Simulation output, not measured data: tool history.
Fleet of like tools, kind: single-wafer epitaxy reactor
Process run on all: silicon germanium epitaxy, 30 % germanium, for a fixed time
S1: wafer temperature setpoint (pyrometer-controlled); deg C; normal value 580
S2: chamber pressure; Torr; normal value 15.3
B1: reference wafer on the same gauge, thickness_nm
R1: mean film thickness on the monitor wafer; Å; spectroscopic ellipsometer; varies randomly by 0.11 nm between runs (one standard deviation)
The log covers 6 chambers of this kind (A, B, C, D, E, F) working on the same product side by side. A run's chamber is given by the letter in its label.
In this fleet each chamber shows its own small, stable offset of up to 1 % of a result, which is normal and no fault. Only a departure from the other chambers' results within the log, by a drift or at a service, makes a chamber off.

{"run": "1B", "hour": 9.3, "S1": 580, "S2": 15.3, "B1": 38.493, "R1": 367.1}
{"run": "2A", "hour": 16.0, "S1": 580, "S2": 15.3, "B1": 38.502, "R1": 367.71}
{"run": "3E", "hour": 28.8, "S1": 580, "S2": 15.3, "B1": 38.5, "R1": 368.1}
{"run": "4D", "hour": 39.5, "S1": 580, "S2": 15.3, "B1": 38.517, "R1": 363.96}
{"run": "5C", "hour": 45.9, "S1": 580, "S2": 15.3, "B1": 38.491, "R1": 368.04}
{"run": "6F", "hour": 59.6, "S1": 580, "S2": 15.3, "B1": 38.478, "R1": 367.06}
{"run": "7A", "hour": 72.5, "S1": 574, "S2": 18.1, "B1": 38.486, "R1": 349.55}
{"run": "8F", "hour": 79.1, "S1": 574, "S2": 18.1, "B1": 38.513, "R1": 349.16}
{"run": "9C", "hour": 86.6, "S1": 574, "S2": 18.1, "B1": 38.515, "R1": 349.71}
{"run": "10B", "hour": 95.3, "S1": 574, "S2": 18.1, "B1": 38.498, "R1": 350.51}
{"run": "11D", "hour": 108.8, "S1": 574, "S2": 18.1, "B1": 38.534, "R1": 343.27}
{"run": "12E", "hour": 115.7, "S1": 574, "S2": 18.1, "B1": 38.501, "R1": 348.45}
{"run": "13D", "hour": 127.8, "S1": 593, "S2": 17.2, "B1": 38.475, "R1": 484.31}
{"run": "14A", "hour": 134.5, "S1": 593, "S2": 17.2, "B1": 38.496, "R1": 489.48}
{"run": "15B", "hour": 143.7, "S1": 593, "S2": 17.2, "B1": 38.49, "R1": 488.8}
{"run": "16F", "hour": 151.2, "S1": 593, "S2": 17.2, "B1": 38.515, "R1": 489.19}
{"hour": 161.0, "done": "chamber C: pyrometer calibrated"}
{"run": "17C", "hour": 161.8, "S1": 593, "S2": 17.2, "B1": 38.517, "R1": 492.84}
{"run": "18E", "hour": 174.2, "S1": 593, "S2": 17.2, "B1": 38.511, "R1": 494.63}
{"run": "19A", "hour": 184.7, "S1": 573, "S2": 17.4, "B1": 38.497, "R1": 339.2}
{"run": "20B", "hour": 193.0, "S1": 573, "S2": 17.4, "B1": 38.485, "R1": 335.83}
{"run": "21E", "hour": 203.6, "S1": 573, "S2": 17.4, "B1": 38.484, "R1": 339.72}
{"hour": 207.6, "done": "chamber E: pyrometer calibrated"}
{"run": "22C", "hour": 211.5, "S1": 573, "S2": 17.4, "B1": 38.48, "R1": 337.61}
{"run": "23F", "hour": 219.1, "S1": 573, "S2": 17.4, "B1": 38.514, "R1": 337.62}
{"run": "24D", "hour": 227.3, "S1": 573, "S2": 17.4, "B1": 38.497, "R1": 329.56}
{"hour": 234.4, "done": "chamber A: capacitance manometer re-zeroed and calibrated"}
{"run": "25C", "hour": 240.5, "S1": 580, "S2": 15.3, "B1": 38.518, "R1": 366.46}
{"run": "26F", "hour": 246.6, "S1": 580, "S2": 15.3, "B1": 38.506, "R1": 365.68}
{"run": "27E", "hour": 257.0, "S1": 580, "S2": 15.3, "B1": 38.509, "R1": 366.02}
{"run": "28A", "hour": 268.2, "S1": 580, "S2": 13.6, "B1": 38.482, "R1": 350.48}
{"run": "29D", "hour": 276.1, "S1": 580, "S2": 13.6, "B1": 38.507, "R1": 340.75}
{"run": "30B", "hour": 285.0, "S1": 580, "S2": 13.6, "B1": 38.483, "R1": 346.89}
{"run": "31E", "hour": 292.1, "S1": 580, "S2": 13.6, "B1": 38.541, "R1": 349.98}
{"hour": 298.0, "done": "chamber E: capacitance manometer re-zeroed and calibrated"}
{"run": "32F", "hour": 301.5, "S1": 580, "S2": 13.6, "B1": 38.513, "R1": 350.39}
{"run": "33C", "hour": 308.6, "S1": 580, "S2": 13.6, "B1": 38.526, "R1": 351.03}
{"run": "34B", "hour": 318.5, "S1": 580, "S2": 15.3, "B1": 38.512, "R1": 365.11}
{"run": "35A", "hour": 326.5, "S1": 580, "S2": 15.3, "B1": 38.502, "R1": 367.82}
{"run": "36D", "hour": 339.3, "S1": 580, "S2": 15.3, "B1": 38.508, "R1": 354.77}
{"run": "37E", "hour": 346.6, "S1": 580, "S2": 15.3, "B1": 38.52, "R1": 368.21}

One chamber off, gauge drift, or nothing amiss beyond the chambers' own small offsets? If it is a chamber, which one, and what is the likeliest cause?

It is chamber D that slowly wanders off from its peers.
Cause: true pressure below the setpoint (%) = 5.65.
The log may not tell that from: wafer temperature below the value expected at the setpoint (K).

Below are 4 candidate recipes for chamber D's next run, each the usual settings with a change, their results shown as question marks. Which of them brings D's results back in line with what the other chambers give on the usual settings?
A result is in line if it is within this distance of the other chambers' mean on the usual settings: R1 3.9 Å
{"run": "38D-1", "hour": 356.4, "S1": 580, "S2": 14.7, "R1": "?"}
{"run": "38D-2", "hour": 356.4, "S1": 580, "S2": 16.6, "R1": "?"}
{"run": "38D-3", "hour": 356.4, "S1": 580, "S2": 14, "R1": "?"}
{"run": "38D-4", "hour": 356.4, "S1": 580, "S2": 15.9, "R1": "?"}

Mean of the other chambers on the usual settings: R1 367.18 Å
run=38D-1 R1=348.95
run=38D-2 R1=366.41
run=38D-3 R1=342.18
run=38D-4 R1=360.13
It is 38D-2 that realigns the chamber with its peers.

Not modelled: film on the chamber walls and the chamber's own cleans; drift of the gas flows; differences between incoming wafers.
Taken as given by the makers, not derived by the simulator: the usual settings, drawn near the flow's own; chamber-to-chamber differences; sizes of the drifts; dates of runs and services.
